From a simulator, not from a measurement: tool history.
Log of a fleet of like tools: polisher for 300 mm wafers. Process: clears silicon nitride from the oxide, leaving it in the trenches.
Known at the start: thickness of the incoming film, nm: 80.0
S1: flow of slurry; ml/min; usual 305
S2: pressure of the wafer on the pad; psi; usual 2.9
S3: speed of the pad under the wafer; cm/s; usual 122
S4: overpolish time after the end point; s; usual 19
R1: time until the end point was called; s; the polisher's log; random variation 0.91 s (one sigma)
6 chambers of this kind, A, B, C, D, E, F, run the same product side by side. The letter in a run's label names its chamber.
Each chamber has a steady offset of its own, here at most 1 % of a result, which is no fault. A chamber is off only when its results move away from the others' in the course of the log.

run 1B hour=11 | S1=305 S2=2.9 S3=122 S4=19 | R1=69.717
run 2F hour=21.5 | S1=305 S2=2.9 S3=122 S4=19 | R1=69.815
-- hour=23.5 chamber F: worn pad replaced by a new one
run 3A hour=36.9 | S1=305 S2=2.9 S3=122 S4=19 | R1=67.926
-- hour=37 chamber A: slurry nozzle cleaned
run 4C hour=44.2 | S1=305 S2=2.9 S3=122 S4=19 | R1=68.073
-- hour=47.9 chamber A: worn pad replaced by a new one
run 5D hour=51.1 | S1=305 S2=2.6 S3=122 S4=19 | R1=76.859
run 6E hour=62.6 | S1=305 S2=2.6 S3=122 S4=19 | R1=74.677
-- hour=66 chamber E: worn pad replaced by a new one
-- hour=75.3 chamber C: worn pad replaced by a new one
run 7E hour=76.2 | S1=305 S2=2.6 S3=122 S4=19 | R1=75.793
-- hour=77 chamber B: slurry nozzle cleaned
run 8F hour=84.3 | S1=305 S2=2.6 S3=122 S4=19 | R1=77.338
-- hour=87.7 chamber D: head pressure recalibrated
run 9D hour=97.9 | S1=305 S2=2.6 S3=122 S4=19 | R1=75.818
run 10A hour=106 | S1=305 S2=2.6 S3=122 S4=19 | R1=75.418
-- hour=108.2 chamber F: slurry nozzle cleaned
run 11C hour=117.8 | S1=305 S2=2.9 S3=122 S4=19 | R1=67.797
-- hour=122.4 chamber B: worn pad replaced by a new one
run 12B hour=127 | S1=305 S2=2.9 S3=122 S4=19 | R1=67.382
-- hour=134.2 chamber F: worn pad replaced by a new one
run 13A hour=141.3 | S1=305 S2=2.9 S3=122 S4=24 | R1=67.941
run 14C hour=149.6 | S1=305 S2=2.9 S3=122 S4=24 | R1=68
-- hour=156.5 chamber A: worn pad replaced by a new one
run 15E hour=160.9 | S1=305 S2=2.9 S3=122 S4=24 | R1=69.076
-- hour=163.2 chamber E: worn pad replaced by a new one
run 16D hour=168.5 | S1=305 S2=2.9 S3=122 S4=24 | R1=70.905
run 17B hour=184.2 | S1=305 S2=2.9 S3=122 S4=24 | R1=66.955
-- hour=188.4 chamber C: worn pad replaced by a new one
run 18F hour=194.7 | S1=305 S2=2.9 S3=122 S4=24 | R1=68.338
run 19B hour=208.3 | S1=305 S2=2.9 S3=122 S4=19 | R1=67.923
run 20E hour=221.5 | S1=305 S2=2.9 S3=122 S4=19 | R1=67.354
-- hour=228.8 chamber F: worn pad replaced by a new one
run 21C hour=233 | S1=305 S2=2.9 S3=122 S4=19 | R1=68.726
-- hour=234.1 chamber C: head pressure recalibrated
-- hour=236.9 chamber B: worn pad replaced by a new one
run 22D hour=244.9 | S1=305 S2=2.9 S3=122 S4=19 | R1=69.108
run 23F hour=253.5 | S1=305 S2=2.9 S3=122 S4=19 | R1=69.276
-- hour=255 chamber E: worn pad replaced by a new one
-- hour=260.3 chamber A: worn pad replaced by a new one
run 24A hour=261.8 | S1=305 S2=2.9 S3=122 S4=19 | R1=68.74
run 25F hour=275.9 | S1=305 S2=2.9 S3=122 S4=19 | R1=67.874
-- hour=276.9 chamber C: worn pad replaced by a new one
run 26C hour=285.1 | S1=305 S2=2.9 S3=122 S4=19 | R1=67.912
-- hour=296.3 chamber E: slurry nozzle cleaned
run 27B hour=297.2 | S1=305 S2=2.9 S3=122 S4=19 | R1=68.452
run 28D hour=309 | S1=305 S2=2.9 S3=122 S4=19 | R1=73.205
run 29A hour=322.9 | S1=360 S2=2.9 S3=122 S4=14 | R1=66.683
-- hour=335.9 chamber F: worn pad replaced by a new one
run 30E hour=338.6 | S1=360 S2=2.9 S3=122 S4=14 | R1=66.543
-- hour=340.5 chamber B: worn pad replaced by a new one
-- hour=341.5 chamber E: worn pad replaced by a new one
-- hour=349.2 chamber F: head pressure recalibrated
run 31C hour=352.4 | S1=360 S2=2.9 S3=122 S4=14 | R1=67.731
run 32E hour=366.1 | S1=360 S2=2.9 S3=122 S4=14 | R1=64.838
-- hour=367.8 chamber A: worn pad replaced by a new one
-- hour=374.9 chamber C: worn pad replaced by a new one
run 33B hour=379 | S1=360 S2=2.9 S3=122 S4=14 | R1=67.832
run 34A hour=388.3 | S1=360 S2=2.9 S3=122 S4=14 | R1=67.693
-- hour=392.8 chamber D: slurry nozzle cleaned
-- hour=401.8 chamber C: slurry nozzle cleaned
run 35F hour=404.1 | S1=305 S2=2.9 S3=122 S4=19 | R1=70.29
run 36D hour=413 | S1=305 S2=2.9 S3=122 S4=19 | R1=70.52
run 37D hour=425 | S1=245 S2=2.9 S3=92 S4=19 | R1=97.3
-- hour=427.4 chamber F: slurry nozzle cleaned
-- hour=430.2 chamber E: worn pad replaced by a new one
run 38E hour=439.4 | S1=245 S2=2.9 S3=92 S4=19 | R1=92.975
-- hour=445.4 chamber F: worn pad replaced by a new one
-- hour=450.4 chamber B: worn pad replaced by a new one
run 39A hour=453 | S1=245 S2=2.9 S3=92 S4=19 | R1=91.148
-- hour=459.9 chamber A: worn pad replaced by a new one
run 40F hour=467.3 | S1=245 S2=2.9 S3=92 S4=19 | R1=94.598
run 41C hour=477.3 | S1=245 S2=2.9 S3=92 S4=19 | R1=90.659
-- hour=478 chamber B: slurry nozzle cleaned
run 42B hour=487.4 | S1=245 S2=2.9 S3=92 S4=19 | R1=92.65
run 43A hour=496.2 | S1=305 S2=2.9 S3=98 S4=26 | R1=83.627

Is one chamber off against the others, does the gauge drift, or is nothing wrong? If a chamber is off, say which, and what the likeliest cause is.

Chamber D drifts away from the others.
Cause: removal rate lost through wear of the pad, % = 7.04.
The log may not tell that from: head's pressure below its setpoint, %.

Here are 4 candidates for chamber D's next run, each the usual settings with a change, their results left as question marks. Which one brings its results back in line with what the others give on the usual settings?
In line means no further than this from the other chambers' mean on the usual settings: R1 3.2 s
run 44D-1 hour=507.5 | S1=305 S2=2.9 S3=112 S4=19 | R1=?
run 44D-2 hour=507.5 | S1=305 S2=3.1 S3=132 S4=19 | R1=?
run 44D-3 hour=507.5 | S1=305 S2=3 S3=126 S4=19 | R1=?
run 44D-4 hour=507.5 | S1=305 S2=2.7 S3=112 S4=19 | R1=?

The other chambers' mean on the usual settings: R1 67.876 s
run=44D-1 R1=79.996
run=44D-2 R1=63.497
run=44D-3 R1=68.737
run=44D-4 R1=85.916
44D-3 brings the chamber back in line.
